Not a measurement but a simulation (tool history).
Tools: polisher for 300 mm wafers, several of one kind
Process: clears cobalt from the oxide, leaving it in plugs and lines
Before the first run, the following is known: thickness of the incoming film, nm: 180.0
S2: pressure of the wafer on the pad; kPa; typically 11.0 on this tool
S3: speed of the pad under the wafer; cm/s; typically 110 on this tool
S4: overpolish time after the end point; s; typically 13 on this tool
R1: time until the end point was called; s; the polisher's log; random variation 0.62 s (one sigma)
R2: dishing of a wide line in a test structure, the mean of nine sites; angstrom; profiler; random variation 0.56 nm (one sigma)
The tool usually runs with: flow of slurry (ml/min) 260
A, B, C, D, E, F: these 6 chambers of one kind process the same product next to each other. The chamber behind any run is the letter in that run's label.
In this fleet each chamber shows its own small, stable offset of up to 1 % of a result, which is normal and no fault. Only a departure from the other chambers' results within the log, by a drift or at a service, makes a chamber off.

{"run": "1E", "hour": 3.7, "flow of slurry (ml/min)": 260, "S2": 11.0, "S3": 110, "S4": 13, "R1": 35.761, "R2": 242.5}
{"run": "2D", "hour": 8.1, "flow of slurry (ml/min)": 260, "S2": 11.0, "S3": 110, "S4": 13, "R1": 34.243, "R2": 231.83}
{"run": "3F", "hour": 14.0, "flow of slurry (ml/min)": 260, "S2": 11.0, "S3": 110, "S4": 13, "R1": 34.196, "R2": 238.58}
{"hour": 17.2, "done": "chamber F: worn pad replaced by a new one"}
{"run": "4B", "hour": 17.2, "flow of slurry (ml/min)": 260, "S2": 11.0, "S3": 110, "S4": 13, "R1": 34.411, "R2": 232.44}
{"hour": 18.2, "done": "chamber D: worn pad replaced by a new one"}
{"hour": 19.5, "done": "chamber A: worn pad replaced by a new one"}
{"run": "5A", "hour": 22.6, "flow of slurry (ml/min)": 260, "S2": 11.0, "S3": 110, "S4": 13, "R1": 33.894, "R2": 241.5}
{"run": "6C", "hour": 26.5, "flow of slurry (ml/min)": 260, "S2": 11.0, "S3": 110, "S4": 13, "R1": 35.123, "R2": 244.63}
{"run": "7B", "hour": 31.4, "flow of slurry (ml/min)": 260, "S2": 11.0, "S3": 110, "S4": 13, "R1": 34.284, "R2": 235.68}
{"hour": 34.1, "done": "chamber E: worn pad replaced by a new one"}
{"run": "8C", "hour": 34.6, "flow of slurry (ml/min)": 260, "S2": 11.0, "S3": 110, "S4": 13, "R1": 35.0, "R2": 229.57}
{"run": "9A", "hour": 38.2, "flow of slurry (ml/min)": 260, "S2": 11.0, "S3": 110, "S4": 13, "R1": 34.892, "R2": 226.0}
{"run": "10F", "hour": 42.6, "flow of slurry (ml/min)": 260, "S2": 11.0, "S3": 110, "S4": 13, "R1": 33.159, "R2": 235.36}
{"run": "11E", "hour": 45.9, "flow of slurry (ml/min)": 260, "S2": 11.0, "S3": 110, "S4": 13, "R1": 35.399, "R2": 235.72}
{"run": "12D", "hour": 49.5, "flow of slurry (ml/min)": 260, "S2": 11.0, "S3": 110, "S4": 13, "R1": 32.554, "R2": 239.77}
{"run": "13D", "hour": 52.6, "flow of slurry (ml/min)": 260, "S2": 11.0, "S3": 110, "S4": 13, "R1": 34.783, "R2": 241.08}
{"run": "14B", "hour": 57.5, "flow of slurry (ml/min)": 260, "S2": 11.0, "S3": 110, "S4": 13, "R1": 35.025, "R2": 237.09}
{"run": "15A", "hour": 62.4, "flow of slurry (ml/min)": 260, "S2": 11.0, "S3": 110, "S4": 13, "R1": 35.075, "R2": 240.48}
{"hour": 66.7, "done": "chamber C: worn pad replaced by a new one"}
{"run": "16C", "hour": 67.9, "flow of slurry (ml/min)": 340, "S2": 11.0, "S3": 110, "S4": 5, "R1": 34.319, "R2": 165.8}
{"hour": 68.4, "done": "chamber F: worn pad replaced by a new one"}
{"run": "17F", "hour": 71.1, "flow of slurry (ml/min)": 340, "S2": 11.0, "S3": 110, "S4": 5, "R1": 33.303, "R2": 162.66}
{"run": "18E", "hour": 73.8, "flow of slurry (ml/min)": 340, "S2": 11.0, "S3": 110, "S4": 5, "R1": 34.82, "R2": 169.5}
{"run": "19B", "hour": 76.5, "flow of slurry (ml/min)": 340, "S2": 11.0, "S3": 110, "S4": 5, "R1": 35.148, "R2": 159.25}
{"hour": 78.2, "done": "chamber E: head pressure recalibrated"}
{"run": "20D", "hour": 80.0, "flow of slurry (ml/min)": 340, "S2": 11.0, "S3": 110, "S4": 5, "R1": 33.3, "R2": 161.48}
{"run": "21E", "hour": 83.6, "flow of slurry (ml/min)": 340, "S2": 11.0, "S3": 110, "S4": 5, "R1": 34.414, "R2": 160.02}
{"hour": 83.9, "done": "chamber D: slurry nozzle cleaned"}
{"run": "22F", "hour": 86.1, "flow of slurry (ml/min)": 260, "S2": 11.0, "S3": 110, "S4": 13, "R1": 34.56, "R2": 231.52}
{"run": "23A", "hour": 91.6, "flow of slurry (ml/min)": 260, "S2": 11.0, "S3": 110, "S4": 13, "R1": 35.549, "R2": 240.62}
{"run": "24C", "hour": 96.0, "flow of slurry (ml/min)": 260, "S2": 11.0, "S3": 110, "S4": 13, "R1": 35.034, "R2": 229.24}
{"hour": 96.6, "done": "chamber B: worn pad replaced by a new one"}
{"run": "25A", "hour": 99.9, "flow of slurry (ml/min)": 260, "S2": 11.0, "S3": 110, "S4": 13, "R1": 35.202, "R2": 240.26}
{"run": "26C", "hour": 103.7, "flow of slurry (ml/min)": 260, "S2": 11.0, "S3": 110, "S4": 13, "R1": 34.185, "R2": 235.45}
{"hour": 108.1, "done": "chamber E: slurry nozzle cleaned"}
{"run": "27B", "hour": 109.0, "flow of slurry (ml/min)": 260, "S2": 11.0, "S3": 110, "S4": 13, "R1": 35.49, "R2": 239.57}
{"run": "28D", "hour": 113.8, "flow of slurry (ml/min)": 260, "S2": 11.0, "S3": 110, "S4": 13, "R1": 34.752, "R2": 239.29}
{"hour": 118.0, "done": "chamber F: worn pad replaced by a new one"}
{"run": "29F", "hour": 119.0, "flow of slurry (ml/min)": 260, "S2": 11.0, "S3": 80, "S4": 13, "R1": 48.275, "R2": 222.26}
{"hour": 122.1, "done": "chamber D: worn pad replaced by a new one"}
{"run": "30E", "hour": 122.5, "flow of slurry (ml/min)": 260, "S2": 11.0, "S3": 80, "S4": 13, "R1": 49.234, "R2": 222.98}
{"run": "31D", "hour": 126.6, "flow of slurry (ml/min)": 260, "S2": 11.0, "S3": 80, "S4": 13, "R1": 46.872, "R2": 216.47}
{"run": "32E", "hour": 130.9, "flow of slurry (ml/min)": 260, "S2": 11.0, "S3": 80, "S4": 13, "R1": 49.446, "R2": 220.54}
{"hour": 133.9, "done": "chamber A: worn pad replaced by a new one"}
{"run": "33A", "hour": 134.9, "flow of slurry (ml/min)": 260, "S2": 11.0, "S3": 80, "S4": 13, "R1": 47.658, "R2": 219.55}
{"run": "34C", "hour": 138.6, "flow of slurry (ml/min)": 260, "S2": 11.0, "S3": 80, "S4": 13, "R1": 48.886, "R2": 223.11}
{"run": "35B", "hour": 141.5, "flow of slurry (ml/min)": 260, "S2": 15.2, "S3": 110, "S4": 13, "R1": 25.792, "R2": 238.61}
{"run": "36F", "hour": 144.5, "flow of slurry (ml/min)": 260, "S2": 15.2, "S3": 110, "S4": 13, "R1": 25.448, "R2": 244.58}

Next, all 6 chambers run the settings below, one line each with question marks for the results. What does each chamber give?
{"run": "37A", "hour": 148.8, "flow of slurry (ml/min)": 260, "S2": 11.0, "S3": 74, "S4": 13, "R1": "?", "R2": "?"}
{"run": "37B", "hour": 148.8, "flow of slurry (ml/min)": 260, "S2": 11.0, "S3": 74, "S4": 13, "R1": "?", "R2": "?"}
{"run": "37C", "hour": 148.8, "flow of slurry (ml/min)": 260, "S2": 11.0, "S3": 74, "S4": 13, "R1": "?", "R2": "?"}
{"run": "37D", "hour": 148.8, "flow of slurry (ml/min)": 260, "S2": 11.0, "S3": 74, "S4": 13, "R1": "?", "R2": "?"}
{"run": "37E", "hour": 148.8, "flow of slurry (ml/min)": 260, "S2": 11.0, "S3": 74, "S4": 13, "R1": "?", "R2": "?"}
{"run": "37F", "hour": 148.8, "flow of slurry (ml/min)": 260, "S2": 11.0, "S3": 74, "S4": 13, "R1": "?", "R2": "?"}

run=37A R1=52.329 R2=207.18
run=37B R1=51.308 R2=210.76
run=37C R1=52.616 R2=203.02
run=37D R1=52.121 R2=217.52
run=37E R1=53.312 R2=206.04
run=37F R1=50.767 R2=211.55
